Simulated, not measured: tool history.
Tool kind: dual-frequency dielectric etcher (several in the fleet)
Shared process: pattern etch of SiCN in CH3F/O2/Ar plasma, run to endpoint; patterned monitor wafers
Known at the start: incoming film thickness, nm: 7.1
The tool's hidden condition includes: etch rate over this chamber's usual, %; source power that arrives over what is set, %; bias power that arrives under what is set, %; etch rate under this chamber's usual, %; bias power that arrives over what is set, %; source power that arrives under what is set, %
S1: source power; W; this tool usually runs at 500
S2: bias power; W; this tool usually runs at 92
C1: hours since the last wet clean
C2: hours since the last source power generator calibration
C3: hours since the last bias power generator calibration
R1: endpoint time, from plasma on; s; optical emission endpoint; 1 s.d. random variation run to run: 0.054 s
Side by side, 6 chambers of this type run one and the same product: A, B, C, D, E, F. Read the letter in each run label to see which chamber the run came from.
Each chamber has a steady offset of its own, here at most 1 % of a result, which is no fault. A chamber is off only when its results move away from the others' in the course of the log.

run 1A day=0.15 | S1=500 S2=92 | C1=195.5 C2=54.1 C3=362.5 | R1=15.916
run 2F day=0.404 | S1=500 S2=92 | C1=469.5 C2=2976.5 C3=340.1 | R1=15.796
-- day=0.479 chamber E: wet clean of the chamber
run 3E day=0.683 | S1=500 S2=92 | C1=5 C2=2220.3 C3=2118.4 | R1=15.983
run 4C day=0.992 | S1=500 S2=92 | C1=68.4 C2=2050.2 C3=2413.7 | R1=15.88
run 5D day=1.2 | S1=500 S2=92 | C1=248 C2=579.6 C3=1151.8 | R1=16.014
-- day=1.304 chamber F: wet clean of the chamber
run 6B day=1.404 | S1=500 S2=92 | C1=40.1 C2=1331.4 C3=4399.8 | R1=15.978
run 7F day=1.683 | S1=500 S2=92 | C1=9.2 C2=3007.2 C3=370.8 | R1=15.76
run 8A day=1.921 | S1=500 S2=92 | C1=238 C2=96.6 C3=405 | R1=15.979
run 9B day=2.104 | S1=500 S2=92 | C1=56.9 C2=1348.2 C3=4416.6 | R1=16.022
run 10C day=2.329 | S1=500 S2=92 | C1=100.5 C2=2082.3 C3=2445.8 | R1=15.934
run 11E day=2.617 | S1=460 S2=72 | C1=51.4 C2=2266.7 C3=2164.8 | R1=18.147
run 12D day=2.833 | S1=460 S2=72 | C1=287.2 C2=618.8 C3=1191 | R1=18.04
run 13B day=3.125 | S1=460 S2=72 | C1=81.4 C2=1372.7 C3=4441.1 | R1=17.996
run 14A day=3.296 | S1=460 S2=72 | C1=271 C2=129.6 C3=438 | R1=17.989
run 15F day=3.583 | S1=460 S2=72 | C1=54.8 C2=3052.8 C3=416.4 | R1=17.779
run 16D day=3.862 | S1=460 S2=72 | C1=311.9 C2=643.5 C3=1215.7 | R1=18.109
-- day=4.079 chamber D: wet clean of the chamber
run 17C day=4.133 | S1=560 S2=92 | C1=143.8 C2=2125.6 C3=2489.1 | R1=15.289
run 18E day=4.388 | S1=560 S2=92 | C1=93.9 C2=2309.2 C3=2207.3 | R1=15.488
run 19A day=4.671 | S1=560 S2=92 | C1=304 C2=162.6 C3=471 | R1=15.196
run 20B day=4.879 | S1=560 S2=92 | C1=123.5 C2=1414.8 C3=4483.2 | R1=15.321
run 21C day=5.096 | S1=560 S2=92 | C1=166.9 C2=2148.7 C3=2512.2 | R1=15.291
run 22D day=5.308 | S1=560 S2=92 | C1=29.6 C2=678.2 C3=1250.4 | R1=15.374
run 23E day=5.488 | S1=500 S2=92 | C1=120.3 C2=2335.6 C3=2233.7 | R1=15.979
run 24F day=5.638 | S1=500 S2=92 | C1=104.1 C2=3102.1 C3=465.7 | R1=15.911
run 25B day=5.892 | S1=500 S2=92 | C1=147.8 C2=1439.1 C3=4507.5 | R1=15.912
run 26D day=6.058 | S1=500 S2=92 | C1=47.6 C2=696.2 C3=1268.4 | R1=16.024
run 27F day=6.4 | S1=500 S2=92 | C1=122.4 C2=3120.4 C3=484 | R1=15.873
run 28C day=6.671 | S1=400 S2=84 | C1=204.7 C2=2186.5 C3=2550 | R1=17.847
run 29E day=6.938 | S1=400 S2=84 | C1=155.1 C2=2370.4 C3=2268.5 | R1=18.106
run 30A day=7.212 | S1=400 S2=84 | C1=365 C2=223.6 C3=532 | R1=17.545
run 31A day=7.421 | S1=400 S2=84 | C1=370 C2=228.6 C3=537 | R1=17.688
run 32D day=7.679 | S1=400 S2=84 | C1=86.5 C2=735.1 C3=1307.3 | R1=18.009
run 33E day=7.85 | S1=400 S2=84 | C1=177 C2=2392.3 C3=2290.4 | R1=18.072
run 34C day=8.017 | S1=500 S2=92 | C1=237 C2=2218.8 C3=2582.3 | R1=15.92
run 35F day=8.238 | S1=460 S2=100 | C1=166.5 C2=3164.5 C3=528.1 | R1=15.799
run 36B day=8.396 | S1=460 S2=100 | C1=207.9 C2=1499.2 C3=4567.6 | R1=15.958
run 37D day=8.721 | S1=460 S2=100 | C1=111.5 C2=760.1 C3=1332.3 | R1=16
run 38C day=8.933 | S1=460 S2=100 | C1=259 C2=2240.8 C3=2604.3 | R1=15.979

One chamber off, gauge drift, or nothing amiss beyond the chambers' own small offsets? If it is a chamber, which one, and what is the likeliest cause?

It is chamber A that slowly wanders off from its peers.
Cause: etch rate over this chamber's usual, % = 2.55.

Which of the 4 candidates below, each the usual settings with something changed and its results left as question marks, puts chamber A back in line with what the other chambers give on the usual settings?
A result is in line if it is within this distance of the other chambers' mean on the usual settings: R1 0.19 s
run 39A-1 day=9.175 | S1=520 S2=95 | R1=?
run 39A-2 day=9.175 | S1=490 S2=92 | R1=?
run 39A-3 day=9.175 | S1=500 S2=85 | R1=?
run 39A-4 day=9.175 | S1=510 S2=92 | R1=?

Average result of the remaining chambers running the usual settings: R1 15.955 s
run=39A-1 R1=15.109
run=39A-2 R1=15.632
run=39A-3 R1=15.962
run=39A-4 R1=15.398
It is 39A-3 that realigns the chamber with its peers.
